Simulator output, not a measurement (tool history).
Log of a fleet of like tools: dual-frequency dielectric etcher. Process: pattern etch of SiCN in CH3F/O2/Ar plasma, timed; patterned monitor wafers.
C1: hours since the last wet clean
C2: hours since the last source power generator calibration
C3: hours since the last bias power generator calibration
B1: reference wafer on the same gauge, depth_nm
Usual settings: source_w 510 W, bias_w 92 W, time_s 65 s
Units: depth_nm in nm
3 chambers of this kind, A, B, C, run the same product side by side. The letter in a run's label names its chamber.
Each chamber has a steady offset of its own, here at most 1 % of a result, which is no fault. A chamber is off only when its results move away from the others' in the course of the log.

Run 1B, hour 10.9: usual settings; C1 219.7; C2 2971.3; C3 2500.2; B1 29.771. Result: depth_nm 29.232 nm.
Run 2C, hour 21.3: usual settings; C1 621.4; C2 529.5; C3 962.5; B1 29.773. Result: depth_nm 28.962 nm.
Run 3A, hour 29.8: usual settings; C1 405.2; C2 1994.6; C3 1208.5; B1 29.795. Result: depth_nm 29.142 nm.
Run 4B, hour 42.5: usual settings; C1 251.3; C2 3002.9; C3 2531.8; B1 29.754. Result: depth_nm 29.052 nm.
At hour 49.5: chamber C: wet clean of the chamber.
Run 5A, hour 56.4: usual settings; C1 431.8; C2 2021.2; C3 1235.1; B1 29.832. Result: depth_nm 28.893 nm.
Run 6C, hour 66.2: usual settings; C1 16.7; C2 574.4; C3 1007.4; B1 29.767. Result: depth_nm 29.239 nm.
Run 7A, hour 77.5: usual settings; C1 452.9; C2 2042.3; C3 1256.2; B1 29.815. Result: depth_nm 28.875 nm.
Run 8C, hour 86.3: usual settings but source_w 570 W, bias_w 112 W; C1 36.8; C2 594.5; C3 1027.5; B1 29.794. Result: depth_nm 32.476 nm.
At hour 93.0: chamber A: wet clean of the chamber.
Run 9B, hour 99.7: usual settings but source_w 570 W, bias_w 112 W; C1 308.5; C2 3060.1; C3 2589.0; B1 29.812. Result: depth_nm 32.939 nm.
Run 10C, hour 107.6: usual settings but source_w 570 W, bias_w 112 W; C1 58.1; C2 615.8; C3 1048.8; B1 29.848. Result: depth_nm 32.449 nm.
Run 11A, hour 123.1: usual settings; C1 30.2; C2 2087.9; C3 1301.8; B1 29.793. Result: depth_nm 29.080 nm.
Run 12B, hour 134.1: usual settings; C1 342.9; C2 3094.5; C3 2623.4; B1 29.796. Result: depth_nm 29.204 nm.
Run 13B, hour 147.0: usual settings; C1 355.8; C2 3107.4; C3 2636.3; B1 29.830. Result: depth_nm 29.822 nm.
Run 14C, hour 155.1: usual settings; C1 105.6; C2 663.3; C3 1096.3; B1 29.807. Result: depth_nm 28.882 nm.
Run 15A, hour 168.7: usual settings; C1 75.8; C2 2133.5; C3 1347.4; B1 29.812. Result: depth_nm 29.170 nm.
Run 16B, hour 176.2: usual settings; C1 385.0; C2 3136.6; C3 2665.5; B1 29.808. Result: depth_nm 30.043 nm.
Run 17C, hour 189.5: usual settings but bias_w 83 W; C1 140.0; C2 697.7; C3 1130.7; B1 29.782. Result: depth_nm 28.139 nm.
Run 18A, hour 199.8: usual settings but bias_w 83 W; C1 106.9; C2 2164.6; C3 1378.5; B1 29.832. Result: depth_nm 28.252 nm.
Run 19C, hour 212.1: usual settings but bias_w 83 W; C1 162.6; C2 720.3; C3 1153.3; B1 29.779. Result: depth_nm 27.892 nm.
Run 20B, hour 228.0: usual settings; C1 436.8; C2 3188.4; C3 2717.3; B1 29.855. Result: depth_nm 30.465 nm.
Run 21A, hour 243.2: usual settings; C1 150.3; C2 2208.0; C3 1421.9; B1 29.799. Result: depth_nm 29.038 nm.
Run 22B, hour 254.9: usual settings; C1 463.7; C2 3215.3; C3 2744.2; B1 29.772. Result: depth_nm 30.215 nm.
Run 23A, hour 265.7: usual settings; C1 172.8; C2 2230.5; C3 1444.4; B1 29.786. Result: depth_nm 28.996 nm.
Run 24C, hour 274.3: usual settings; C1 224.8; C2 782.5; C3 1215.5; B1 29.817. Result: depth_nm 28.946 nm.
Run 25C, hour 284.2: usual settings; C1 234.7; C2 792.4; C3 1225.4; B1 29.820. Result: depth_nm 29.075 nm.
Run 26B, hour 299.6: usual settings but source_w 400 W, time_s 50 s; C1 508.4; C2 3260.0; C3 2788.9; B1 29.828. Result: depth_nm 21.544 nm.
Run 27A, hour 309.9: usual settings but source_w 400 W, time_s 50 s; C1 217.0; C2 2274.7; C3 1488.6; B1 29.836. Result: depth_nm 20.346 nm.
Run 28C, hour 318.2: usual settings but source_w 400 W, time_s 50 s; C1 268.7; C2 826.4; C3 1259.4; B1 29.770. Result: depth_nm 20.421 nm.
Run 29B, hour 331.5: usual settings but source_w 550 W, bias_w 81 W; C1 540.3; C2 3291.9; C3 2820.8; B1 29.827. Result: depth_nm 30.147 nm.

What goes on in this fleet: one chamber off, a drifting gauge, or nothing beyond the chambers' own small offsets? Name the chamber and the cause, if any.

Chamber B drifts away from the others.
Cause: etch rate over this chamber's usual, % = 5.53.

Here are 4 candidates for chamber B's next run, each the usual settings with a change, their results left as question marks. Which one brings its results back in line with what the others give on the usual settings?
In line means no further than this from the other chambers' mean on the usual settings: depth_nm 0.550 nm
Run 30B-1, hour 343.1: usual settings but bias_w 93 W, time_s 68.5 s. Result: depth_nm ?.
Run 30B-2, hour 343.1: usual settings but source_w 480 W. Result: depth_nm ?.
Run 30B-3, hour 343.1: usual settings but time_s 66.5 s. Result: depth_nm ?.
Run 30B-4, hour 343.1: usual settings but source_w 500 W, bias_w 91 W, time_s 61.5 s. Result: depth_nm ?.

The other chambers' mean on the usual settings: depth_nm 29.042 nm
  run  depth_nm
30B-1    32.634
30B-2    30.168
30B-3    31.556
30B-4    28.858
30B-4 brings the chamber back in line.
